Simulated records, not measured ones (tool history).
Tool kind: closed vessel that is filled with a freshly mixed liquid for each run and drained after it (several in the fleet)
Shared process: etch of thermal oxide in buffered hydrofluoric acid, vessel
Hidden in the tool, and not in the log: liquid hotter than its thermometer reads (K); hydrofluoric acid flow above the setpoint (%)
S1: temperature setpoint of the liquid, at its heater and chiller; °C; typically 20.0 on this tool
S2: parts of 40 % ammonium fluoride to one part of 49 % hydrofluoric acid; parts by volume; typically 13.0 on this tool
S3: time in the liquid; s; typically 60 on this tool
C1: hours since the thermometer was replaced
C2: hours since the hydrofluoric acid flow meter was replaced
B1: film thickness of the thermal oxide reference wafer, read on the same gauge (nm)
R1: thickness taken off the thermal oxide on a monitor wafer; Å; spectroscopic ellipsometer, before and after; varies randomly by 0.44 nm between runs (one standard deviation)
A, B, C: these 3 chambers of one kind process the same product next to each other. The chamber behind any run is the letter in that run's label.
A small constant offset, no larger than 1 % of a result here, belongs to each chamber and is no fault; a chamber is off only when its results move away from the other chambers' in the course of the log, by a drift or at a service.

run,hour,S1,S2,S3,C1,C2,B1,R1
1C,7.9,20.0,13.0,60,1642.1,439.1,50.005,455.31
2A,14.4,20.0,13.0,60,1500.5,401.2,49.996,458.31
3B,21.9,20.0,13.0,60,142.6,1024.9,50.012,463.56
4B,29.8,20.0,13.0,60,150.5,1032.8,50.020,459.72
5C,37.3,20.0,13.0,60,1671.5,468.5,49.974,460.26
# hour 39.1: chamber C: hydrofluoric acid flow meter replaced
6A,43.9,17.0,13.0,60,1530.0,430.7,49.984,386.18
7C,51.8,17.0,13.0,60,1686.0,12.7,50.004,388.38
8B,62.6,17.0,13.0,60,183.3,1065.6,49.975,389.20
9A,73.1,20.0,13.0,60,1559.2,459.9,50.027,452.75
10C,84.7,20.0,13.0,60,1718.9,45.6,50.018,463.31
11A,95.8,20.0,13.0,60,1581.9,482.6,50.002,458.75
12B,104.0,20.0,13.0,60,224.7,1107.0,50.004,467.06
13B,111.7,20.0,13.0,60,232.4,1114.7,49.994,467.52
14A,118.5,20.0,13.0,60,1604.6,505.3,50.001,457.48
15C,124.7,20.0,13.0,60,1758.9,85.6,50.001,460.25
16B,130.2,20.0,13.0,60,250.9,1133.2,50.024,459.97
17A,137.5,20.0,13.0,60,1623.6,524.3,49.991,459.20
18C,146.5,20.0,13.0,60,1780.7,107.4,49.993,455.87
19C,155.9,20.0,13.0,60,1790.1,116.8,49.980,462.32
# hour 159.0: chamber B: hydrofluoric acid flow meter replaced
20A,165.0,18.0,13.0,60,1651.1,551.8,49.994,415.34
21B,175.8,18.0,13.0,60,296.5,16.9,49.991,417.40
22C,181.3,18.0,13.0,60,1815.5,142.2,49.981,412.41
23B,193.1,20.0,13.0,60,313.8,34.2,49.981,466.85
24A,200.1,17.0,13.0,80,1686.2,586.9,49.989,511.80
25A,208.3,17.0,13.0,80,1694.4,595.1,50.007,520.64
26B,218.4,17.0,13.0,80,339.1,59.5,49.995,543.72
27C,227.3,20.0,13.0,60,1861.5,188.2,49.992,474.19
28C,237.9,20.0,13.0,60,1872.1,198.8,49.973,461.82
29B,247.6,20.0,13.0,60,368.3,88.7,49.988,486.54
30A,254.5,17.0,8.5,60,1740.6,641.3,50.024,566.23
31C,259.9,17.0,8.5,60,1894.1,220.8,49.995,567.77
32B,268.4,17.0,8.5,60,389.1,109.5,49.983,620.02
33A,278.0,20.0,13.0,60,1764.1,664.8,49.989,459.58
34C,285.7,20.0,13.0,60,1919.9,246.6,50.019,467.27
35A,291.0,23.5,9.0,60,1777.1,677.8,49.991,767.61
36B,297.5,23.5,9.0,60,418.2,138.6,50.004,830.18

Does one chamber stand apart from the rest, does the shared gauge drift, or is all well apart from small per-chamber offsets? Give the chamber and the most likely cause, where there is one.

Little by little, chamber B moves away from the other chambers.
Likeliest cause: liquid hotter than its thermometer reads (K) = 1.42.

Chamber B could run next with any of the 4 candidate recipes listed below; each alters the usual settings, and their results appear as question marks. Which one brings its results back in line with what the other chambers deliver on the usual settings?
Allowed miss from the other chambers' usual-settings mean, per result, to count as in line: R1 16.00 Å
37B-1,306.1,21.0,12.0,60,,,,?
37B-2,306.1,19.5,13.5,55,,,,?
37B-3,306.1,20.0,13.0,55,,,,?
37B-4,306.1,20.0,13.0,65,,,,?

Other chambers, usual settings, mean: R1 459.88 Å
run,R1
37B-1,567.78
37B-2,425.54
37B-3,454.55
37B-4,537.20
37B-3 brings the chamber back in line.

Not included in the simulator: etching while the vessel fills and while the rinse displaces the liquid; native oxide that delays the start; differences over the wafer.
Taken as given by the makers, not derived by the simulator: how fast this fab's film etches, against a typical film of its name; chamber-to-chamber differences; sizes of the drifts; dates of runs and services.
